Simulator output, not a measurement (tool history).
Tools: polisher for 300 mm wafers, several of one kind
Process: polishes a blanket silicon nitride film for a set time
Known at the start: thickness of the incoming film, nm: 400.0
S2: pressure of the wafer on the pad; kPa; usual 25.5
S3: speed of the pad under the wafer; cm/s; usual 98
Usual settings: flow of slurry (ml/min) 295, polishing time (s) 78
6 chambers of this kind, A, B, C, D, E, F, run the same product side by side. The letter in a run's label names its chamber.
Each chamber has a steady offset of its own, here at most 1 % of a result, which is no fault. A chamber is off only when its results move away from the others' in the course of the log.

{"run": "1C", "hour": 11.0, "flow of slurry (ml/min)": 295, "S2": 25.5, "S3": 98, "polishing time (s)": 78, "film removed (angstrom)": 1453.5}
{"run": "2F", "hour": 20.2, "flow of slurry (ml/min)": 295, "S2": 25.5, "S3": 98, "polishing time (s)": 78, "film removed (angstrom)": 1488.2}
{"run": "3D", "hour": 31.1, "flow of slurry (ml/min)": 295, "S2": 25.5, "S3": 98, "polishing time (s)": 78, "film removed (angstrom)": 1470.1}
{"hour": 35.6, "done": "chamber E: worn pad replaced by a new one"}
{"run": "4B", "hour": 37.1, "flow of slurry (ml/min)": 295, "S2": 25.5, "S3": 98, "polishing time (s)": 78, "film removed (angstrom)": 1458.5}
{"run": "5A", "hour": 48.7, "flow of slurry (ml/min)": 295, "S2": 25.5, "S3": 98, "polishing time (s)": 78, "film removed (angstrom)": 1454.3}
{"hour": 53.5, "done": "chamber C: worn pad replaced by a new one"}
{"run": "6E", "hour": 55.5, "flow of slurry (ml/min)": 295, "S2": 25.5, "S3": 98, "polishing time (s)": 78, "film removed (angstrom)": 1469.1}
{"hour": 60.6, "done": "chamber E: head pressure recalibrated"}
{"run": "7D", "hour": 61.2, "flow of slurry (ml/min)": 295, "S2": 25.5, "S3": 98, "polishing time (s)": 78, "film removed (angstrom)": 1430.4}
{"run": "8F", "hour": 71.7, "flow of slurry (ml/min)": 295, "S2": 25.5, "S3": 98, "polishing time (s)": 78, "film removed (angstrom)": 1485.9}
{"hour": 73.1, "done": "chamber D: worn pad replaced by a new one"}
{"run": "9C", "hour": 80.0, "flow of slurry (ml/min)": 295, "S2": 25.5, "S3": 98, "polishing time (s)": 78, "film removed (angstrom)": 1444.6}
{"run": "10E", "hour": 87.0, "flow of slurry (ml/min)": 295, "S2": 25.5, "S3": 98, "polishing time (s)": 78, "film removed (angstrom)": 1459.9}
{"hour": 89.2, "done": "chamber A: worn pad replaced by a new one"}
{"hour": 97.7, "done": "chamber F: worn pad replaced by a new one"}
{"run": "11A", "hour": 98.0, "flow of slurry (ml/min)": 295, "S2": 25.5, "S3": 98, "polishing time (s)": 78, "film removed (angstrom)": 1460.3}
{"hour": 99.0, "done": "chamber B: worn pad replaced by a new one"}
{"hour": 106.1, "done": "chamber E: worn pad replaced by a new one"}
{"run": "12B", "hour": 107.2, "flow of slurry (ml/min)": 295, "S2": 25.5, "S3": 98, "polishing time (s)": 78, "film removed (angstrom)": 1465.9}
{"hour": 110.3, "done": "chamber A: slurry nozzle cleaned"}
{"hour": 116.2, "done": "chamber B: slurry nozzle cleaned"}
{"run": "13D", "hour": 116.3, "flow of slurry (ml/min)": 295, "S2": 25.5, "S3": 98, "polishing time (s)": 78, "film removed (angstrom)": 1441.4}
{"run": "14A", "hour": 127.4, "flow of slurry (ml/min)": 295, "S2": 25.5, "S3": 98, "polishing time (s)": 78, "film removed (angstrom)": 1474.9}
{"run": "15E", "hour": 133.7, "flow of slurry (ml/min)": 295, "S2": 25.5, "S3": 98, "polishing time (s)": 78, "film removed (angstrom)": 1475.1}
{"run": "16F", "hour": 144.2, "flow of slurry (ml/min)": 295, "S2": 25.5, "S3": 98, "polishing time (s)": 78, "film removed (angstrom)": 1483.5}
{"run": "17B", "hour": 153.2, "flow of slurry (ml/min)": 295, "S2": 25.5, "S3": 98, "polishing time (s)": 78, "film removed (angstrom)": 1475}
{"hour": 153.6, "done": "chamber C: worn pad replaced by a new one"}
{"run": "18C", "hour": 161.6, "flow of slurry (ml/min)": 295, "S2": 21.4, "S3": 98, "polishing time (s)": 78, "film removed (angstrom)": 1246.2}
{"run": "19B", "hour": 169.3, "flow of slurry (ml/min)": 295, "S2": 21.4, "S3": 98, "polishing time (s)": 78, "film removed (angstrom)": 1216.7}
{"hour": 173.4, "done": "chamber E: worn pad replaced by a new one"}
{"run": "20F", "hour": 178.4, "flow of slurry (ml/min)": 295, "S2": 21.4, "S3": 98, "polishing time (s)": 78, "film removed (angstrom)": 1239.6}
{"hour": 183.1, "done": "chamber A: worn pad replaced by a new one"}
{"run": "21D", "hour": 189.8, "flow of slurry (ml/min)": 295, "S2": 21.4, "S3": 98, "polishing time (s)": 78, "film removed (angstrom)": 1220.8}
{"hour": 199.5, "done": "chamber D: worn pad replaced by a new one"}
{"run": "22C", "hour": 200.0, "flow of slurry (ml/min)": 295, "S2": 21.4, "S3": 98, "polishing time (s)": 78, "film removed (angstrom)": 1243.3}
{"run": "23A", "hour": 208.9, "flow of slurry (ml/min)": 295, "S2": 21.4, "S3": 98, "polishing time (s)": 78, "film removed (angstrom)": 1228.7}
{"hour": 214.2, "done": "chamber B: worn pad replaced by a new one"}
{"run": "24E", "hour": 220.9, "flow of slurry (ml/min)": 295, "S2": 25.5, "S3": 98, "polishing time (s)": 78, "film removed (angstrom)": 1449.6}
{"hour": 227.8, "done": "chamber D: slurry nozzle cleaned"}
{"run": "25F", "hour": 229.1, "flow of slurry (ml/min)": 295, "S2": 25.5, "S3": 98, "polishing time (s)": 78, "film removed (angstrom)": 1474.5}
{"hour": 237.4, "done": "chamber F: worn pad replaced by a new one"}
{"run": "26B", "hour": 238.3, "flow of slurry (ml/min)": 295, "S2": 25.5, "S3": 98, "polishing time (s)": 78, "film removed (angstrom)": 1477.3}
{"hour": 247.1, "done": "chamber E: slurry nozzle cleaned"}
{"run": "27C", "hour": 248.4, "flow of slurry (ml/min)": 295, "S2": 25.5, "S3": 98, "polishing time (s)": 78, "film removed (angstrom)": 1489.6}
{"hour": 248.6, "done": "chamber E: worn pad replaced by a new one"}
{"run": "28D", "hour": 255.3, "flow of slurry (ml/min)": 295, "S2": 25.5, "S3": 98, "polishing time (s)": 78, "film removed (angstrom)": 1450.9}
{"hour": 263.3, "done": "chamber C: worn pad replaced by a new one"}
{"run": "29E", "hour": 265.3, "flow of slurry (ml/min)": 295, "S2": 25.5, "S3": 98, "polishing time (s)": 78, "film removed (angstrom)": 1461.8}
{"run": "30A", "hour": 272.4, "flow of slurry (ml/min)": 295, "S2": 25.5, "S3": 70, "polishing time (s)": 78, "film removed (angstrom)": 1105.6}
{"hour": 277.2, "done": "chamber A: worn pad replaced by a new one"}
{"run": "31C", "hour": 282.9, "flow of slurry (ml/min)": 295, "S2": 25.5, "S3": 70, "polishing time (s)": 78, "film removed (angstrom)": 1157.7}
{"run": "32D", "hour": 288.3, "flow of slurry (ml/min)": 295, "S2": 25.5, "S3": 70, "polishing time (s)": 78, "film removed (angstrom)": 1117.1}
{"run": "33E", "hour": 298.6, "flow of slurry (ml/min)": 295, "S2": 25.5, "S3": 70, "polishing time (s)": 78, "film removed (angstrom)": 1124.5}
{"run": "34B", "hour": 309.6, "flow of slurry (ml/min)": 295, "S2": 25.5, "S3": 70, "polishing time (s)": 78, "film removed (angstrom)": 1121.4}
{"hour": 312.6, "done": "chamber D: worn pad replaced by a new one"}
{"run": "35F", "hour": 314.9, "flow of slurry (ml/min)": 295, "S2": 25.5, "S3": 70, "polishing time (s)": 78, "film removed (angstrom)": 1128.8}
{"hour": 326.5, "done": "chamber B: worn pad replaced by a new one"}
{"run": "36A", "hour": 326.7, "flow of slurry (ml/min)": 295, "S2": 25.5, "S3": 126, "polishing time (s)": 90, "film removed (angstrom)": 2070.3}
{"hour": 332.9, "done": "chamber B: slurry nozzle cleaned"}
{"run": "37F", "hour": 336.9, "flow of slurry (ml/min)": 295, "S2": 25.5, "S3": 126, "polishing time (s)": 90, "film removed (angstrom)": 2066.1}
{"run": "38D", "hour": 346.6, "flow of slurry (ml/min)": 295, "S2": 25.5, "S3": 126, "polishing time (s)": 90, "film removed (angstrom)": 2044.5}
{"run": "39B", "hour": 352.1, "flow of slurry (ml/min)": 295, "S2": 25.5, "S3": 126, "polishing time (s)": 90, "film removed (angstrom)": 2067.7}
{"hour": 361.4, "done": "chamber A: worn pad replaced by a new one"}
{"run": "40A", "hour": 362.0, "flow of slurry (ml/min)": 295, "S2": 25.5, "S3": 126, "polishing time (s)": 90, "film removed (angstrom)": 2051.4}

All 6 chambers run these settings next. Forecast each chamber's results:
{"run": "41A", "hour": 370.6, "flow of slurry (ml/min)": 295, "S2": 25.5, "S3": 98, "polishing time (s)": 78, "film removed (angstrom)": "?"}
{"run": "41B", "hour": 370.6, "flow of slurry (ml/min)": 295, "S2": 25.5, "S3": 98, "polishing time (s)": 78, "film removed (angstrom)": "?"}
{"run": "41C", "hour": 370.6, "flow of slurry (ml/min)": 295, "S2": 25.5, "S3": 98, "polishing time (s)": 78, "film removed (angstrom)": "?"}
{"run": "41D", "hour": 370.6, "flow of slurry (ml/min)": 295, "S2": 25.5, "S3": 98, "polishing time (s)": 78, "film removed (angstrom)": "?"}
{"run": "41E", "hour": 370.6, "flow of slurry (ml/min)": 295, "S2": 25.5, "S3": 98, "polishing time (s)": 78, "film removed (angstrom)": "?"}
{"run": "41F", "hour": 370.6, "flow of slurry (ml/min)": 295, "S2": 25.5, "S3": 98, "polishing time (s)": 78, "film removed (angstrom)": "?"}

run=41A film_removed_(angstrom)=1442.3
run=41B film_removed_(angstrom)=1461.7
run=41C film_removed_(angstrom)=1523
run=41D film_removed_(angstrom)=1464.7
run=41E film_removed_(angstrom)=1458.4
run=41F film_removed_(angstrom)=1459.2
